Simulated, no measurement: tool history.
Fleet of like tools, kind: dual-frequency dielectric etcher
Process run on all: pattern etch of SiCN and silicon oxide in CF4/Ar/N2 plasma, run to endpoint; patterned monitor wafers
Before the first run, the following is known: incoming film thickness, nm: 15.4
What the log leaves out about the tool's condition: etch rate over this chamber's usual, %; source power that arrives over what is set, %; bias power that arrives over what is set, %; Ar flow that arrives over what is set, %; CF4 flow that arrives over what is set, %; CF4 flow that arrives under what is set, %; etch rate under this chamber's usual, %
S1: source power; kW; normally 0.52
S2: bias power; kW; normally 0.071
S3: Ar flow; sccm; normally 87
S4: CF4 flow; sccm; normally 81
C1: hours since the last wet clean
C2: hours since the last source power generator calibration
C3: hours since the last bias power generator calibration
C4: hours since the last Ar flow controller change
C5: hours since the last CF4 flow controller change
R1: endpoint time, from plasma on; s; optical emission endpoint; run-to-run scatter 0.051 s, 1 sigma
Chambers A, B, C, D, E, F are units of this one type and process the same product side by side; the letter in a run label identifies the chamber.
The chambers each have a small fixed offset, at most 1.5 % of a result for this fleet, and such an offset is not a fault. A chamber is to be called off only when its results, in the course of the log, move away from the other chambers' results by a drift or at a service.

At hour 3.6: chamber C: wet clean of the chamber.
Run 1F, hour 4.1: usual settings; C1 206.7; C2 982.9; C3 1657.8; C4 1024.6; C5 3294.9. Result: R1 15.156 s.
Run 2B, hour 7: usual settings; C1 240.8; C2 1419.3; C3 2195.8; C4 2554.6; C5 1015. Result: R1 15.081 s.
Run 3E, hour 11.3: usual settings; C1 509.5; C2 2467.1; C3 2756.9; C4 1600.9; C5 535.8. Result: R1 15.19 s.
Run 4A, hour 16.2: usual settings; C1 242.3; C2 1497.1; C3 4279; C4 451.3; C5 1138.4. Result: R1 15.08 s.
Run 5D, hour 21.1: usual settings; C1 99.8; C2 4686.2; C3 2400.1; C4 1809.8; C5 3191.9. Result: R1 15.342 s.
At hour 23.2: chamber A: bias power generator calibrated.
Run 6C, hour 24.7: usual settings; C1 21.2; C2 3710.8; C3 454.2; C4 1308.7; C5 2084.7. Result: R1 15.225 s.
Run 7F, hour 27.1: usual settings; C1 229.7; C2 1005.9; C3 1680.8; C4 1047.6; C5 3317.9. Result: R1 15.122 s.
Run 8E, hour 30.8: usual settings; C1 529; C2 2486.6; C3 2776.4; C4 1620.4; C5 555.3. Result: R1 15.221 s.
Run 9C, hour 35.1: usual settings; C1 31.6; C2 3721.2; C3 464.6; C4 1319.1; C5 2095.1. Result: R1 15.332 s.
Run 10D, hour 37.5: usual settings but S2 0.061 kW, S4 97 sccm; C1 116.2; C2 4702.6; C3 2416.5; C4 1826.2; C5 3208.3. Result: R1 15.754 s.
Run 11A, hour 41.7: usual settings but S2 0.061 kW, S4 97 sccm; C1 267.8; C2 1522.6; C3 18.5; C4 476.8; C5 1163.9. Result: R1 15.372 s.
Run 12B, hour 46.8: usual settings but S2 0.061 kW, S4 97 sccm; C1 280.6; C2 1459.1; C3 2235.6; C4 2594.4; C5 1054.8. Result: R1 15.42 s.
Run 13E, hour 51.5: usual settings but S2 0.061 kW, S4 97 sccm; C1 549.7; C2 2507.3; C3 2797.1; C4 1641.1; C5 576. Result: R1 15.543 s.
Run 14B, hour 55.6: usual settings but S2 0.061 kW, S4 97 sccm; C1 289.4; C2 1467.9; C3 2244.4; C4 2603.2; C5 1063.6. Result: R1 15.495 s.
Run 15F, hour 60.3: usual settings but S2 0.061 kW, S4 97 sccm; C1 262.9; C2 1039.1; C3 1714; C4 1080.8; C5 3351.1. Result: R1 15.466 s.
Run 16C, hour 62.8: usual settings; C1 59.3; C2 3748.9; C3 492.3; C4 1346.8; C5 2122.8. Result: R1 15.363 s.
Run 17A, hour 66.7: usual settings; C1 292.8; C2 1547.6; C3 43.5; C4 501.8; C5 1188.9. Result: R1 15.045 s.
Run 18D, hour 71.2: usual settings; C1 149.9; C2 4736.3; C3 2450.2; C4 1859.9; C5 3242. Result: R1 15.421 s.
At hour 71.5: chamber E: wet clean of the chamber.
Run 19B, hour 73.9: usual settings; C1 307.7; C2 1486.2; C3 2262.7; C4 2621.5; C5 1081.9. Result: R1 15.219 s.
Run 20F, hour 77.7: usual settings; C1 280.3; C2 1056.5; C3 1731.4; C4 1098.2; C5 3368.5. Result: R1 15.06 s.
Run 21A, hour 82.4: usual settings; C1 308.5; C2 1563.3; C3 59.2; C4 517.5; C5 1204.6. Result: R1 15.029 s.
Run 22D, hour 85.4: usual settings; C1 164.1; C2 4750.5; C3 2464.4; C4 1874.1; C5 3256.2. Result: R1 15.346 s.
Run 23E, hour 88.5: usual settings; C1 17.1; C2 2544.3; C3 2834.1; C4 1678.1; C5 613. Result: R1 15.179 s.
At hour 89.9: chamber D: source power generator calibrated.
Run 24C, hour 91: usual settings; C1 87.5; C2 3777.1; C3 520.5; C4 1375; C5 2151. Result: R1 15.251 s.
Run 25B, hour 93.9: usual settings; C1 327.7; C2 1506.2; C3 2282.7; C4 2641.5; C5 1101.9. Result: R1 15.177 s.
Run 26D, hour 96.9: usual settings; C1 175.6; C2 7; C3 2475.9; C4 1885.6; C5 3267.7. Result: R1 14.784 s.
Run 27F, hour 101.1: usual settings; C1 303.7; C2 1079.9; C3 1754.8; C4 1121.6; C5 3391.9. Result: R1 15.122 s.
At hour 103.9: chamber D: bias power generator calibrated.
Run 28A, hour 105.3: usual settings; C1 331.4; C2 1586.2; C3 82.1; C4 540.4; C5 1227.5. Result: R1 15.048 s.
At hour 107: chamber A: wet clean of the chamber.
Run 29C, hour 108.5: usual settings but S1 0.41 kW; C1 105; C2 3794.6; C3 538; C4 1392.5; C5 2168.5. Result: R1 18.971 s.
At hour 109.5: chamber C: source power generator calibrated.
Run 30E, hour 113: usual settings but S1 0.41 kW; C1 41.6; C2 2568.8; C3 2858.6; C4 1702.6; C5 637.5. Result: R1 18.678 s.
Run 31C, hour 117.3: usual settings but S1 0.41 kW; C1 113.8; C2 7.8; C3 546.8; C4 1401.3; C5 2177.3. Result: R1 18.933 s.
Run 32D, hour 121: usual settings but S1 0.41 kW; C1 199.7; C2 31.1; C3 17.1; C4 1909.7; C5 3291.8. Result: R1 18.308 s.
Run 33F, hour 124.8: usual settings but S1 0.41 kW; C1 327.4; C2 1103.6; C3 1778.5; C4 1145.3; C5 3415.6. Result: R1 18.76 s.
Run 34E, hour 129.6: usual settings but S1 0.41 kW; C1 58.2; C2 2585.4; C3 2875.2; C4 1719.2; C5 654.1. Result: R1 18.653 s.
Run 35A, hour 134.7: usual settings; C1 27.8; C2 1615.6; C3 111.5; C4 569.8; C5 1256.9. Result: R1 14.989 s.
Run 36B, hour 139.1: usual settings; C1 372.9; C2 1551.4; C3 2327.9; C4 2686.7; C5 1147.1. Result: R1 15.159 s.

Has any chamber moved away from the others, gradually or after a service, or does the common gauge drift, or do the chambers differ only by their own small steady offsets? State the chamber and the most likely cause if one applies.

The work done on chamber D during a service left it standing apart from the others.
Cause: source power that arrives over what is set, % = 4.14.

Here are 4 candidates for chamber D's next run, each the usual settings with a change, their results left as question marks. Which one brings its results back in line with what the others give on the usual settings?
Counts as in line when no further than this from what the other chambers average on the usual settings: R1 0.18 s
Run 37D-1, hour 142.9: usual settings but S1 0.53 kW, S2 0.072 kW. Result: R1 ?.
Run 37D-2, hour 142.9: usual settings but S1 0.51 kW. Result: R1 ?.
Run 37D-3, hour 142.9: usual settings but S4 59 sccm. Result: R1 ?.
Run 37D-4, hour 142.9: usual settings but S1 0.54 kW, S2 0.072 kW, S3 86 sccm. Result: R1 ?.

The mean the other chambers reach with the usual settings: R1 15.15 s
  run      R1
37D-1   14.51
37D-2  15.084
37D-3  15.524
37D-4  14.248
It is 37D-2 that realigns the chamber with its peers.
